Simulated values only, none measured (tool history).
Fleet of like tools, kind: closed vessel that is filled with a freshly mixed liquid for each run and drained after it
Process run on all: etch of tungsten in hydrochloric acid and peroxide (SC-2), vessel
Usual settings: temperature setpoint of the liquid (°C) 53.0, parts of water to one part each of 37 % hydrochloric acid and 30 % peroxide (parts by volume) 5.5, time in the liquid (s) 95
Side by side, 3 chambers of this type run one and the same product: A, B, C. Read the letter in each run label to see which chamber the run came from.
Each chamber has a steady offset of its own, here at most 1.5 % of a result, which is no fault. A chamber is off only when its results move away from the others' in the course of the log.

run,day,temperature setpoint of the liquid (°C),parts of water to one part each of 37 % hydrochloric acid and 30 % peroxide (parts by volume),time in the liquid (s),hours since the thermometer was replaced,hours since the chemicals flow meter was replaced,hours since the drum of peroxide was connected,"read-back film thickness of the tungsten reference wafer, read on the same gauge (nm)",thickness taken off the tungsten on a monitor wafer (nm)
1B,0.350,53.0,5.5,95,328.4,643.3,381.4,49.976,35.021
2A,0.562,53.0,5.5,95,225.0,386.1,225.3,49.988,35.829
3C,0.892,53.0,5.5,95,266.1,104.2,105.1,49.976,35.326
4B,1.125,53.0,5.5,95,347.0,661.9,400.0,50.039,35.195
5A,1.567,53.0,5.5,95,249.1,410.2,249.4,50.000,35.986
6C,1.775,49.5,5.5,95,287.3,125.4,126.3,49.988,28.100
7A,2.029,49.5,5.5,95,260.2,421.3,260.5,49.993,28.363
8B,2.342,49.5,5.5,95,376.2,691.1,429.2,50.001,27.841
9C,2.712,53.0,5.5,95,309.8,147.9,148.8,50.031,35.094
10A,3.042,53.0,5.5,95,284.5,445.6,284.8,50.006,35.745
11C,3.417,53.0,5.5,95,326.7,164.8,165.7,49.997,34.734
12B,3.679,53.0,4.0,95,408.3,723.2,461.3,49.980,44.238
13C,4.104,53.0,4.0,95,343.2,181.3,182.2,50.019,43.944
14A,4.471,53.0,4.0,95,318.8,479.9,319.1,49.973,44.670
15B,4.721,53.0,5.5,95,433.3,748.2,486.3,49.984,34.973
# day 4.950: chamber A: new drum of peroxide connected
16C,5.088,43.5,5.5,95,366.8,204.9,205.8,50.010,17.937
17B,5.375,43.5,5.5,95,449.0,763.9,502.0,50.014,18.914
18A,5.617,43.5,5.5,95,346.3,507.4,16.1,50.065,19.008
19C,5.992,53.0,5.5,95,388.5,226.6,227.5,49.983,34.501
20B,6.383,53.0,5.5,95,473.2,788.1,526.2,50.012,35.184
21A,6.692,53.0,4.0,125,372.1,533.2,41.9,49.986,58.864
22C,7.062,53.0,4.0,125,414.2,252.3,253.2,49.992,56.423
23B,7.288,53.0,4.0,125,494.9,809.8,547.9,49.998,58.181
24A,7.667,53.0,5.5,95,395.5,556.6,65.3,50.009,35.466
# day 7.867: chamber B: thermometer replaced
25C,8.025,53.0,5.5,95,437.3,275.4,276.3,50.001,34.369
26A,8.408,53.0,5.5,95,413.3,574.4,83.1,49.976,35.577
27B,8.846,53.0,5.5,95,23.6,847.2,585.3,50.042,35.478
28C,9.158,46.0,4.0,95,464.5,302.6,303.5,49.955,26.484
29B,9.383,46.0,4.0,95,36.5,860.1,598.2,49.986,27.953
30A,9.633,46.0,4.0,95,442.7,603.8,112.5,49.995,28.274
31A,9.938,53.0,5.5,95,450.0,611.1,119.8,49.993,35.657
# day 10.071: chamber B: new drum of peroxide connected
32B,10.308,53.0,7.5,65,58.7,882.3,5.7,50.005,19.024
33C,10.717,53.0,7.5,65,501.9,340.0,340.9,49.932,18.039
34A,10.925,53.0,7.5,65,473.7,634.8,143.5,50.025,19.245

One chamber off, gauge drift, or nothing amiss beyond the chambers' own small offsets? If it is a chamber, which one, and what is the likeliest cause?

Chamber C drifts away from the others.
Likeliest cause: peroxide weaker than its label (%) = 6.85.
The log might look much the same if the cause were instead: liquid colder than its thermometer reads (K); chemicals flow below the setpoint (%).

Which of the 4 candidates below, each the usual settings with something changed and its results left as question marks, puts chamber C back in line with what the other chambers give on the usual settings?
A result is in line if it is within this distance of the other chambers' mean on the usual settings: thickness taken off the tungsten on a monitor wafer (nm) 0.600
35C-1,11.242,53.0,6.0,95,,,,,?
35C-2,11.242,55.0,5.5,95,,,,,?
35C-3,11.242,54.0,5.5,95,,,,,?
35C-4,11.242,51.0,5.5,95,,,,,?

The mean the other chambers reach with the usual settings: thickness taken off the tungsten on a monitor wafer (nm) 35.491
run,thickness taken off the tungsten on a monitor wafer (nm)
35C-1,31.186
35C-2,37.985
35C-3,35.577
35C-4,29.159
The answer is 35C-3, which returns the chamber to within the allowed miss of the others.

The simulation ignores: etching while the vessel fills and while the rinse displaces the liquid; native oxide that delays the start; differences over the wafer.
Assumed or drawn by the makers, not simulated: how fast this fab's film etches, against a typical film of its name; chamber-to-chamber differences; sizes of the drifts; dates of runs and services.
